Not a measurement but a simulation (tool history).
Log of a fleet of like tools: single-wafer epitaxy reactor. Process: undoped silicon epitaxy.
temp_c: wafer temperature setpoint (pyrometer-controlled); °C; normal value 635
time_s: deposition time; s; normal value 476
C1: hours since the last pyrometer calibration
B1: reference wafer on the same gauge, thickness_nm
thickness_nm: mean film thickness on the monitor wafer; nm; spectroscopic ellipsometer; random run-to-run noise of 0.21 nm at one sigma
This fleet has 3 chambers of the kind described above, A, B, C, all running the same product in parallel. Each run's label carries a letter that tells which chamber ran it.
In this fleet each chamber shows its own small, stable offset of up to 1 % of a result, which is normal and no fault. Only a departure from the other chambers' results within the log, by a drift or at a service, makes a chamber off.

Run 1A, day 0.179: usual settings; C1 728.2; B1 68.244. Result: thickness_nm 57.025 nm.
Run 2C, day 0.354: usual settings; C1 269.3; B1 68.192. Result: thickness_nm 57.621 nm.
Run 3B, day 0.433: usual settings; C1 803.1; B1 68.275. Result: thickness_nm 56.989 nm.
Run 4B, day 0.567: usual settings; C1 806.3; B1 68.157. Result: thickness_nm 57.214 nm.
Run 5A, day 0.712: usual settings but temp_c 648 °C, time_s 516 s; C1 741.0; B1 68.189. Result: thickness_nm 82.263 nm.
Run 6C, day 0.812: usual settings but temp_c 648 °C, time_s 516 s; C1 280.3; B1 68.192. Result: thickness_nm 82.561 nm.
Run 7C, day 0.917: usual settings but temp_c 648 °C, time_s 516 s; C1 282.8; B1 68.171. Result: thickness_nm 82.558 nm.
Run 8B, day 0.996: usual settings; C1 816.6; B1 68.143. Result: thickness_nm 57.151 nm.
Run 9A, day 1.112: usual settings; C1 750.6; B1 68.166. Result: thickness_nm 57.574 nm.
Run 10A, day 1.292: usual settings but temp_c 622 °C; C1 754.9; B1 68.213. Result: thickness_nm 42.812 nm.
Run 11C, day 1.383: usual settings but temp_c 622 °C; C1 294.0; B1 68.221. Result: thickness_nm 42.400 nm.
Run 12B, day 1.504: usual settings but temp_c 622 °C; C1 828.8; B1 68.267. Result: thickness_nm 42.291 nm.
Run 13C, day 1.612: usual settings but time_s 413 s; C1 299.5; B1 68.135. Result: thickness_nm 49.470 nm.
Run 14B, day 1.721: usual settings but time_s 413 s; C1 834.0; B1 68.225. Result: thickness_nm 49.651 nm.
Run 15A, day 1.871: usual settings but time_s 413 s; C1 768.8; B1 68.245. Result: thickness_nm 50.156 nm.
Run 16A, day 2.029: usual settings; C1 772.6; B1 68.205. Result: thickness_nm 58.021 nm.
Run 17C, day 2.196: usual settings; C1 313.5; B1 68.220. Result: thickness_nm 57.089 nm.
Run 18B, day 2.283: usual settings but temp_c 628 °C, time_s 429 s; C1 847.5; B1 68.194. Result: thickness_nm 43.970 nm.
Run 19C, day 2.429: usual settings but temp_c 628 °C, time_s 429 s; C1 319.1; B1 68.175. Result: thickness_nm 43.779 nm.
Run 20B, day 2.558: usual settings but temp_c 628 °C, time_s 429 s; C1 854.1; B1 68.311. Result: thickness_nm 43.725 nm.
Run 21A, day 2.717: usual settings but temp_c 625 °C, time_s 383 s; C1 789.1; B1 68.174. Result: thickness_nm 38.133 nm.
Run 22A, day 2.862: usual settings but temp_c 625 °C, time_s 383 s; C1 792.6; B1 68.229. Result: thickness_nm 37.785 nm.
Run 23C, day 3.000: usual settings but temp_c 625 °C, time_s 383 s; C1 332.8; B1 68.236. Result: thickness_nm 36.598 nm.
Run 24B, day 3.158: usual settings; C1 868.5; B1 68.214. Result: thickness_nm 57.006 nm.
Run 25B, day 3.338: usual settings; C1 872.8; B1 68.183. Result: thickness_nm 57.129 nm.
Run 26A, day 3.442: usual settings; C1 806.5; B1 68.191. Result: thickness_nm 59.695 nm.
Run 27C, day 3.604: usual settings; C1 347.3; B1 68.175. Result: thickness_nm 57.273 nm.
Run 28C, day 3.783: usual settings; C1 351.6; B1 68.169. Result: thickness_nm 56.828 nm.
Run 29A, day 3.896: usual settings but temp_c 630 °C, time_s 419 s; C1 817.4; B1 68.193. Result: thickness_nm 46.973 nm.
Run 30B, day 4.058: usual settings but temp_c 630 °C, time_s 419 s; C1 890.1; B1 68.201. Result: thickness_nm 44.837 nm.

Is one chamber out of step, is the gauge drifting, or do the chambers differ by no more than their own small offsets? For an off chamber, give its letter and the likeliest cause.

Little by little, chamber A moves away from the other chambers.
Likeliest cause: wafer temperature above the value expected at the setpoint (K) = 2.35.

Here are 4 candidates for chamber A's next run, each the usual settings with a change, their results left as question marks. Which one brings its results back in line with what the others give on the usual settings?
A result is in line if it is within this distance of the other chambers' mean on the usual settings: thickness_nm 0.730 nm
Run 31A-1, day 4.192: usual settings but temp_c 631 °C, time_s 461 s. Result: thickness_nm ?.
Run 31A-2, day 4.192: usual settings but temp_c 637 °C, time_s 483 s. Result: thickness_nm ?.
Run 31A-3, day 4.192: usual settings but temp_c 633 °C, time_s 470 s. Result: thickness_nm ?.
Run 31A-4, day 4.192: usual settings but temp_c 639 °C, time_s 491 s. Result: thickness_nm ?.

On the usual settings, the other chambers give on average: thickness_nm 57.129 nm
  run  thickness_nm
31A-1        53.395
31A-2        63.921
31A-3        56.922
31A-4        67.907
The right change is 31A-3: it brings the chamber back within the allowed miss of the others.
